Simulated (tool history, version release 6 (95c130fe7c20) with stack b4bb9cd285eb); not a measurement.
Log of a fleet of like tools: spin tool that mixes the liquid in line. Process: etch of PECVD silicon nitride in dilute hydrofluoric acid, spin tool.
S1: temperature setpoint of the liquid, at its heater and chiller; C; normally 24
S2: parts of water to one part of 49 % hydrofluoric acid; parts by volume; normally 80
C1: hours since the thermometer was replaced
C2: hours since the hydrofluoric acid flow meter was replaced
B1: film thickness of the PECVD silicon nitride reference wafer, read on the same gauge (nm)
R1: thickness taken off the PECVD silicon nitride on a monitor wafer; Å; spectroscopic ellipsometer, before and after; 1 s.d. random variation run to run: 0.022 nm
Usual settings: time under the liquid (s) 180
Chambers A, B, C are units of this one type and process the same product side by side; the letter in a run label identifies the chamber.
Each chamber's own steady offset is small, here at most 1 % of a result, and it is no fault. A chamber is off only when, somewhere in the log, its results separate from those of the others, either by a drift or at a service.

{"day": 0.467, "done": "chamber A: hydrofluoric acid flow meter replaced"}
{"run": "1B", "day": 0.546, "S1": 24, "S2": 80, "time under the liquid (s)": 180, "C1": 572.3, "C2": 911.9, "B1": 129.99, "R1": 39.008}
{"run": "2A", "day": 1.142, "S1": 24, "S2": 80, "time under the liquid (s)": 180, "C1": 414.2, "C2": 16.3, "B1": 130.01, "R1": 38.856}
{"run": "3C", "day": 1.404, "S1": 24, "S2": 80, "time under the liquid (s)": 180, "C1": 1176.2, "C2": 1037.9, "B1": 130.0, "R1": 38.819}
{"run": "4A", "day": 1.712, "S1": 24, "S2": 80, "time under the liquid (s)": 180, "C1": 427.9, "C2": 30.0, "B1": 130.0, "R1": 38.991}
{"run": "5B", "day": 2.146, "S1": 24, "S2": 80, "time under the liquid (s)": 180, "C1": 610.7, "C2": 950.3, "B1": 130.0, "R1": 38.796}
{"run": "6C", "day": 2.467, "S1": 24, "S2": 80, "time under the liquid (s)": 180, "C1": 1201.7, "C2": 1063.4, "B1": 130.0, "R1": 39.108}
{"run": "7C", "day": 2.846, "S1": 24, "S2": 80, "time under the liquid (s)": 180, "C1": 1210.8, "C2": 1072.5, "B1": 130.01, "R1": 39.112}
{"run": "8B", "day": 3.304, "S1": 24, "S2": 80, "time under the liquid (s)": 180, "C1": 638.5, "C2": 978.1, "B1": 129.99, "R1": 39.054}
{"run": "9A", "day": 3.583, "S1": 24, "S2": 80, "time under the liquid (s)": 180, "C1": 472.8, "C2": 74.9, "B1": 129.99, "R1": 38.799}
{"run": "10B", "day": 4.062, "S1": 24, "S2": 80, "time under the liquid (s)": 180, "C1": 656.7, "C2": 996.3, "B1": 129.99, "R1": 38.704}
{"run": "11C", "day": 4.35, "S1": 24, "S2": 80, "time under the liquid (s)": 180, "C1": 1246.9, "C2": 1108.6, "B1": 130.0, "R1": 38.869}
{"run": "12A", "day": 4.783, "S1": 24, "S2": 80, "time under the liquid (s)": 180, "C1": 501.6, "C2": 103.7, "B1": 129.99, "R1": 38.579}
{"run": "13C", "day": 5.088, "S1": 24, "S2": 80, "time under the liquid (s)": 180, "C1": 1264.6, "C2": 1126.3, "B1": 129.99, "R1": 39.19}
{"run": "14B", "day": 5.354, "S1": 24, "S2": 80, "time under the liquid (s)": 180, "C1": 687.7, "C2": 1027.3, "B1": 129.99, "R1": 38.801}
{"run": "15A", "day": 5.642, "S1": 24, "S2": 80, "time under the liquid (s)": 180, "C1": 522.2, "C2": 124.3, "B1": 130.01, "R1": 38.743}
{"run": "16A", "day": 6.054, "S1": 19, "S2": 110, "time under the liquid (s)": 180, "C1": 532.1, "C2": 134.2, "B1": 130.02, "R1": 19.974}
{"run": "17B", "day": 6.45, "S1": 19, "S2": 110, "time under the liquid (s)": 180, "C1": 714.0, "C2": 1053.6, "B1": 129.99, "R1": 20.648}
{"run": "18C", "day": 6.954, "S1": 19, "S2": 110, "time under the liquid (s)": 180, "C1": 1309.4, "C2": 1171.1, "B1": 129.99, "R1": 20.386}
{"run": "19B", "day": 7.329, "S1": 24, "S2": 80, "time under the liquid (s)": 180, "C1": 735.1, "C2": 1074.7, "B1": 130.0, "R1": 39.138}
{"run": "20A", "day": 7.717, "S1": 24, "S2": 100, "time under the liquid (s)": 180, "C1": 572.0, "C2": 174.1, "B1": 130.0, "R1": 31.067}
{"run": "21C", "day": 8.062, "S1": 24, "S2": 100, "time under the liquid (s)": 180, "C1": 1336.0, "C2": 1197.7, "B1": 129.99, "R1": 31.277}
{"run": "22A", "day": 8.658, "S1": 24, "S2": 100, "time under the liquid (s)": 180, "C1": 594.6, "C2": 196.7, "B1": 130.0, "R1": 30.741}
{"run": "23C", "day": 9.204, "S1": 24, "S2": 80, "time under the liquid (s)": 180, "C1": 1363.4, "C2": 1225.1, "B1": 130.0, "R1": 39.12}
{"run": "24B", "day": 9.667, "S1": 24, "S2": 80, "time under the liquid (s)": 110, "C1": 791.2, "C2": 1130.8, "B1": 129.99, "R1": 23.884}

Next, every chamber runs the same settings. What will each give?
{"run": "25A", "day": 10.092, "S1": 24, "S2": 80, "time under the liquid (s)": 180, "R1": "?"}
{"run": "25B", "day": 10.092, "S1": 24, "S2": 80, "time under the liquid (s)": 180, "R1": "?"}
{"run": "25C", "day": 10.092, "S1": 24, "S2": 80, "time under the liquid (s)": 180, "R1": "?"}

run=25A R1=38.863
run=25B R1=39.226
run=25C R1=39.061

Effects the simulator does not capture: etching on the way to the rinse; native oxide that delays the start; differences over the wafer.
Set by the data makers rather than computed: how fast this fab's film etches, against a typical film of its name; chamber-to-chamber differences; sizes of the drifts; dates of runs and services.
